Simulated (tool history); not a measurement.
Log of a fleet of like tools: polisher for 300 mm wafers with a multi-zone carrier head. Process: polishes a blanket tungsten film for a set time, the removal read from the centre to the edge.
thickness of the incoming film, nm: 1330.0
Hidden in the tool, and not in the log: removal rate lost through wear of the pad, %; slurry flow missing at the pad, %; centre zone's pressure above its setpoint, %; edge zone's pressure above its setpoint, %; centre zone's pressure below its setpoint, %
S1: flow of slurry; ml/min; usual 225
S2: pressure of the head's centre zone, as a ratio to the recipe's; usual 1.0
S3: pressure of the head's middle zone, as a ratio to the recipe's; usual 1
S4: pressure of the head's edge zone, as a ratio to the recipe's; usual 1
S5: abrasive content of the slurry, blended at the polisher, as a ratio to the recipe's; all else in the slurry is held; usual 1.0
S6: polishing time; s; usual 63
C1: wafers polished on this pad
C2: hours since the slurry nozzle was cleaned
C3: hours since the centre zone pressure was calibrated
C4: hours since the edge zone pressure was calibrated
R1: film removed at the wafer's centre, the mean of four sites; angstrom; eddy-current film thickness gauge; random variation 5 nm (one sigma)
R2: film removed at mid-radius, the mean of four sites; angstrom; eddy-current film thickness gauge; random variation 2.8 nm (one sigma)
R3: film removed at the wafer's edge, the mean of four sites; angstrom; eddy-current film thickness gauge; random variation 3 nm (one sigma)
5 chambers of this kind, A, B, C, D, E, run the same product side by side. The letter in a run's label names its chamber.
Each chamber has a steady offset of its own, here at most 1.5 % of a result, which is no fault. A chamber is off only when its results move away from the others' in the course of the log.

run     day   S1   S2  S3  S4   S5  S6    C1     C2      C3     C4      R1      R2      R3
 1A   0.254  225  1.0   1   1  1.0  63   800  496.2    25.6  194.0  4524.6  4281.9  4429.3
      0.467  -- chamber D: worn pad replaced by a new one
 2E   0.525  225  1.0   1   1  1.0  63  1199  427.7   895.3  397.3  4405.0  4416.6  4462.8
      0.529  -- chamber B: centre zone pressure recalibrated
      0.721  -- chamber A: worn pad replaced by a new one
 3D   0.917  225  1.0   1   1  1.0  63   111   56.0   824.9  290.0  4388.5  4463.5  4451.0
      1.221  -- chamber C: worn pad replaced by a new one
 4B   1.238  225  1.0   1   1  1.0  63   754   55.6    17.1  713.1  4391.4  4468.5  4455.8
 5C   1.575  225  1.0   1   1  1.0  63    87  210.9   230.2  471.5  4493.4  4387.9  4338.1
      1.617  -- chamber E: worn pad replaced by a new one
 6D   1.888  225  1.0   1   1  1.0  63   350   79.3   848.2  313.3  4469.7  4454.8  4411.9
 7C   2.167  225  1.0   1   1  1.0  63   233  225.1   244.4  485.7  4293.1  4425.6  4443.7
 8E   2.500  225  1.0   1   1  1.0  63   218  475.1   942.7  444.7  4463.1  4423.0  4382.3
 9A   2.696  225  1.0   1   1  1.0  84   486  554.8    84.2  252.6  5838.4  5836.2  6026.2
10B   2.892  225  1.0   1   1  1.0  84  1162   95.3    56.8  752.8  5842.0  5918.2  5985.0
      3.179  -- chamber C: worn pad replaced by a new one
11E   3.262  225  1.0   1   1  1.0  84   406  493.4   961.0  463.0  5983.7  5776.1  5933.4
      3.312  -- chamber B: worn pad replaced by a new one
12B   3.683  225  1.0   1   1  1.0  84    92  114.3    75.8  771.8  5841.8  6000.5  5992.5
      3.904  -- chamber D: worn pad replaced by a new one
      4.050  -- chamber A: worn pad replaced by a new one
13C   4.075  225  1.0   1   1  1.0  84   221  270.9   290.2  531.5  5794.1  5804.8  5849.2
14D   4.333  270  1.1   1   1  1.0  63   106  138.0   906.9  372.0  4939.5  4527.3  4432.7
15A   4.575  270  1.1   1   1  1.0  63   130  599.9   129.3  297.7  5203.6  4486.1  4485.5
16B   4.996  270  1.1   1   1  1.0  63   415  145.8   107.3  803.3  4937.3  4543.1  4509.0
17C   5.412  270  1.1   1   1  1.0  63   551  303.0   322.3  563.6  4725.2  4432.9  4471.3
      5.504  -- chamber C: worn pad replaced by a new one
18D   5.779  270  1.1   1   1  1.0  63   462  172.7   941.6  406.7  4882.5  4438.8  4414.3
19E   6.000  225  1.0   1   1  1.0  63  1081  559.1  1026.7  528.7  4495.6  4395.0  4459.4
20A   6.258  225  1.0   1   1  1.0  63   545  640.3   169.7  338.1  4515.3  4370.2  4453.2
21C   6.550  225  1.0   1   1  1.0  63   257  330.3   349.6  590.9  4089.6  4332.9  4403.7
22D   6.762  225  1.0   1   1  1.0  63   705  196.3   965.2  430.3  4455.2  4379.8  4394.5
      6.804  -- chamber D: worn pad replaced by a new one
      6.892  -- chamber A: edge zone pressure recalibrated
23A   7.092  225  1.0   1   1  1.0  63   750  660.3   189.7    4.8  4553.4  4385.3  4448.2
      7.304  -- chamber A: slurry nozzle cleaned
24B   7.379  225  1.0   1   1  0.7  63  1003  203.0   164.5  860.5  4031.4  4088.2  4132.1
      7.388  -- chamber E: worn pad replaced by a new one
      7.525  -- chamber C: worn pad replaced by a new one
25E   7.567  225  1.0   1   1  0.7  63    44  596.7  1064.3  566.3  4099.2  4050.6  4073.4
      7.629  -- chamber B: worn pad replaced by a new one
      7.771  -- chamber A: worn pad replaced by a new one
      7.862  -- chamber B: edge zone pressure recalibrated
26A   8.000  225  1.0   1   1  0.7  63    57   16.8   211.5   26.6  4143.2  4068.6  4109.0
      8.096  -- chamber D: slurry nozzle cleaned
27E   8.350  225  1.0   1   1  0.7  63   237  615.5  1083.1  585.1  4059.0  4065.9  4103.8
28B   8.612  225  1.0   1   1  0.7  63   243  232.6   194.1   18.1  4107.0  4083.7  4073.3
      8.829  -- chamber C: edge zone pressure recalibrated
29D   8.938  225  1.0   1   1  1.0  63   526   20.3  1017.4  482.5  4417.6  4399.6  4350.2
30C   9.283  225  1.0   1   1  1.0  63   434  395.9   415.2   10.9  3944.0  4424.1  4340.7
31A   9.629  225  1.0   1   1  1.0  63   459   55.9   250.6   65.7  4526.6  4349.2  4441.7
      9.646  -- chamber C: worn pad replaced by a new one
32D   9.854  225  1.0   1   1  1.0  63   752   42.3  1039.4  504.5  4429.8  4345.0  4348.8
     10.196  -- chamber C: slurry nozzle cleaned
33C  10.200  225  1.0   1   1  1.0  63   136    0.1   437.2   32.9  3976.3  4372.5  4378.8
34E  10.504  225  1.0   1   1  1.0  63   768  667.2  1134.8  636.8  4374.1  4375.8  4425.5

Next, every chamber runs the same settings. What will each give?
35A  10.817  290  1.0   1   1  1.0  63                   ?   ?   ?
35B  10.817  290  1.0   1   1  1.0  63                   ?   ?   ?
35C  10.817  290  1.0   1   1  1.0  63                   ?   ?   ?
35D  10.817  290  1.0   1   1  1.0  63                   ?   ?   ?
35E  10.817  290  1.0   1   1  1.0  63                   ?   ?   ?

run      R1      R2      R3
35A  4581.9  4451.0  4527.3
35B  4571.5  4567.2  4641.7
35C  4097.4  4532.0  4488.7
35D  4637.7  4491.4  4487.2
35E  4588.2  4573.2  4536.7

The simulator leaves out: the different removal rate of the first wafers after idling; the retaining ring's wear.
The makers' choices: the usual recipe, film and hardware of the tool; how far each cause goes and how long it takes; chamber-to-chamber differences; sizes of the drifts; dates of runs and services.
